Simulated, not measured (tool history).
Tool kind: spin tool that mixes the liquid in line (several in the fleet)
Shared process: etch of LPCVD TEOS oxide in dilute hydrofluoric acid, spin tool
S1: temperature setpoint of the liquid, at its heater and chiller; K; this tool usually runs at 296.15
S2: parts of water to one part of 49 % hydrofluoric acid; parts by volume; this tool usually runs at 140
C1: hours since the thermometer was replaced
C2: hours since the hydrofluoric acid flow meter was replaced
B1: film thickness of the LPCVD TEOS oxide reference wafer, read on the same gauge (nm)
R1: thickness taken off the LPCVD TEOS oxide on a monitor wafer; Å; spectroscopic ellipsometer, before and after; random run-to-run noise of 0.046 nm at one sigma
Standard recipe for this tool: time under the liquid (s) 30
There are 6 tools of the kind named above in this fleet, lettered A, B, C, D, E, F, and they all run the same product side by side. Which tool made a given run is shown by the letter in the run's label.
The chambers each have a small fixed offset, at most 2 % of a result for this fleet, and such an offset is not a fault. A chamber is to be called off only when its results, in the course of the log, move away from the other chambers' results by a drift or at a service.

run 1C hour=14.2 | S1=296.15 S2=140 time_under_the_liquid_(s)=30 | C1=1006.8 C2=550.4 | B1=109.98 | R1=53.960
run 2A hour=28.2 | S1=296.15 S2=140 time_under_the_liquid_(s)=30 | C1=257.7 C2=114.6 | B1=110.00 | R1=54.947
run 3E hour=37.3 | S1=296.15 S2=140 time_under_the_liquid_(s)=30 | C1=471.0 C2=475.5 | B1=109.96 | R1=53.684
run 4B hour=52.0 | S1=296.15 S2=140 time_under_the_liquid_(s)=30 | C1=2060.5 C2=134.3 | B1=110.00 | R1=54.560
run 5F hour=63.4 | S1=296.15 S2=140 time_under_the_liquid_(s)=30 | C1=876.3 C2=383.8 | B1=110.04 | R1=53.917
run 6D hour=70.4 | S1=296.15 S2=140 time_under_the_liquid_(s)=30 | C1=1899.5 C2=432.9 | B1=110.02 | R1=52.614
run 7B hour=82.9 | S1=296.15 S2=140 time_under_the_liquid_(s)=30 | C1=2091.4 C2=165.2 | B1=110.02 | R1=55.477
run 8F hour=91.1 | S1=296.15 S2=140 time_under_the_liquid_(s)=30 | C1=904.0 C2=411.5 | B1=110.00 | R1=53.645
run 9E hour=101.3 | S1=296.15 S2=140 time_under_the_liquid_(s)=30 | C1=535.0 C2=539.5 | B1=110.01 | R1=53.404
run 10D hour=111.8 | S1=296.15 S2=140 time_under_the_liquid_(s)=30 | C1=1940.9 C2=474.3 | B1=109.99 | R1=52.868
run 11C hour=119.6 | S1=296.15 S2=165 time_under_the_liquid_(s)=15 | C1=1112.2 C2=655.8 | B1=109.98 | R1=22.487
run 12A hour=131.0 | S1=296.15 S2=165 time_under_the_liquid_(s)=15 | C1=360.5 C2=217.4 | B1=110.04 | R1=22.550
run 13A hour=145.1 | S1=296.15 S2=165 time_under_the_liquid_(s)=15 | C1=374.6 C2=231.5 | B1=109.97 | R1=22.554
run 14B hour=152.1 | S1=296.15 S2=165 time_under_the_liquid_(s)=15 | C1=2160.6 C2=234.4 | B1=110.01 | R1=22.665
run 15C hour=165.9 | S1=296.15 S2=165 time_under_the_liquid_(s)=15 | C1=1158.5 C2=702.1 | B1=109.97 | R1=22.452
run 16D hour=179.1 | S1=296.15 S2=165 time_under_the_liquid_(s)=15 | C1=2008.2 C2=541.6 | B1=109.97 | R1=21.974
run 17F hour=192.9 | S1=296.15 S2=140 time_under_the_liquid_(s)=30 | C1=1005.8 C2=513.3 | B1=110.04 | R1=54.827
run 18E hour=207.8 | S1=296.15 S2=140 time_under_the_liquid_(s)=30 | C1=641.5 C2=646.0 | B1=109.98 | R1=53.623
run 19D hour=214.9 | S1=296.15 S2=140 time_under_the_liquid_(s)=30 | C1=2044.0 C2=577.4 | B1=109.99 | R1=53.356
run 20C hour=224.5 | S1=296.15 S2=140 time_under_the_liquid_(s)=30 | C1=1217.1 C2=760.7 | B1=109.95 | R1=53.420
run 21B hour=233.5 | S1=296.15 S2=140 time_under_the_liquid_(s)=30 | C1=2242.0 C2=315.8 | B1=110.01 | R1=55.185
run 22F hour=244.1 | S1=296.15 S2=140 time_under_the_liquid_(s)=30 | C1=1057.0 C2=564.5 | B1=110.02 | R1=54.362
run 23A hour=252.3 | S1=296.15 S2=90 time_under_the_liquid_(s)=45 | C1=481.8 C2=338.7 | B1=109.99 | R1=134.090
run 24E hour=259.5 | S1=296.15 S2=90 time_under_the_liquid_(s)=45 | C1=693.2 C2=697.7 | B1=109.99 | R1=132.630
run 25E hour=269.4 | S1=296.15 S2=90 time_under_the_liquid_(s)=45 | C1=703.1 C2=707.6 | B1=109.94 | R1=131.870
run 26B hour=283.8 | S1=296.15 S2=90 time_under_the_liquid_(s)=45 | C1=2292.3 C2=366.1 | B1=109.97 | R1=134.270
run 27A hour=297.3 | S1=296.15 S2=90 time_under_the_liquid_(s)=45 | C1=526.8 C2=383.7 | B1=110.03 | R1=135.520
run 28F hour=305.8 | S1=296.15 S2=90 time_under_the_liquid_(s)=45 | C1=1118.7 C2=626.2 | B1=109.96 | R1=137.740
run 29D hour=314.0 | S1=296.15 S2=75 time_under_the_liquid_(s)=40 | C1=2143.1 C2=676.5 | B1=110.00 | R1=145.180
run 30C hour=323.0 | S1=296.15 S2=75 time_under_the_liquid_(s)=40 | C1=1315.6 C2=859.2 | B1=110.00 | R1=145.820
run 31F hour=333.6 | S1=296.15 S2=75 time_under_the_liquid_(s)=40 | C1=1146.5 C2=654.0 | B1=109.99 | R1=152.070
run 32C hour=348.0 | S1=296.15 S2=75 time_under_the_liquid_(s)=40 | C1=1340.6 C2=884.2 | B1=109.96 | R1=145.800
run 33A hour=354.9 | S1=296.15 S2=75 time_under_the_liquid_(s)=40 | C1=584.4 C2=441.3 | B1=109.99 | R1=146.210
run 34E hour=369.0 | S1=296.15 S2=75 time_under_the_liquid_(s)=40 | C1=802.7 C2=807.2 | B1=110.00 | R1=142.790
run 35B hour=382.0 | S1=296.15 S2=140 time_under_the_liquid_(s)=30 | C1=2390.5 C2=464.3 | B1=110.00 | R1=55.208
-- hour=385.7 chamber A: thermometer replaced
run 36D hour=390.0 | S1=296.15 S2=140 time_under_the_liquid_(s)=30 | C1=2219.1 C2=752.5 | B1=110.08 | R1=53.728
run 37C hour=400.1 | S1=296.15 S2=140 time_under_the_liquid_(s)=30 | C1=1392.7 C2=936.3 | B1=110.04 | R1=53.395
run 38E hour=411.6 | S1=296.15 S2=140 time_under_the_liquid_(s)=30 | C1=845.3 C2=849.8 | B1=110.00 | R1=53.138
run 39B hour=425.7 | S1=296.15 S2=140 time_under_the_liquid_(s)=25 | C1=2434.2 C2=508.0 | B1=109.97 | R1=46.337
run 40D hour=436.7 | S1=296.15 S2=140 time_under_the_liquid_(s)=25 | C1=2265.8 C2=799.2 | B1=110.02 | R1=44.731
run 41F hour=444.5 | S1=296.15 S2=140 time_under_the_liquid_(s)=25 | C1=1257.4 C2=764.9 | B1=110.01 | R1=47.541
run 42A hour=457.7 | S1=296.15 S2=140 time_under_the_liquid_(s)=25 | C1=72.1 C2=544.1 | B1=110.02 | R1=45.567
run 43B hour=472.4 | S1=296.15 S2=140 time_under_the_liquid_(s)=25 | C1=2480.9 C2=554.7 | B1=109.97 | R1=46.009
run 44E hour=480.2 | S1=296.15 S2=140 time_under_the_liquid_(s)=25 | C1=913.9 C2=918.4 | B1=110.07 | R1=45.298

Read the log: is a single chamber off, either drifting away or since a service, is the gauge that measures every chamber drifting, or is nothing wrong beyond small per-chamber offsets? Name any odd chamber and what most likely caused it.

Chamber F drifts away from the others.
Likeliest cause: hydrofluoric acid flow above the setpoint (%) = 4.05.
It could be hard to tell apart here from: liquid hotter than its thermometer reads (K).

Below are 4 candidate recipes for chamber F's next run, each the usual settings with a change, their results shown as question marks. Which of them brings F's results back in line with what the other chambers give on the usual settings?
A result is in line if it is within this distance of the other chambers' mean on the usual settings: R1 1.600 Å
run 45F-1 hour=490.9 | S1=296.15 S2=145 time_under_the_liquid_(s)=30 | R1=?
run 45F-2 hour=490.9 | S1=293.65 S2=140 time_under_the_liquid_(s)=30 | R1=?
run 45F-3 hour=490.9 | S1=296.15 S2=135 time_under_the_liquid_(s)=30 | R1=?
run 45F-4 hour=490.9 | S1=296.65 S2=130 time_under_the_liquid_(s)=30 | R1=?

On the usual settings, the other chambers give on average: R1 54.099 Å
run=45F-1 R1=54.618
run=45F-2 R1=51.449
run=45F-3 R1=59.315
run=45F-4 R1=63.197
The right change is 45F-1: it brings the chamber back within the allowed miss of the others.
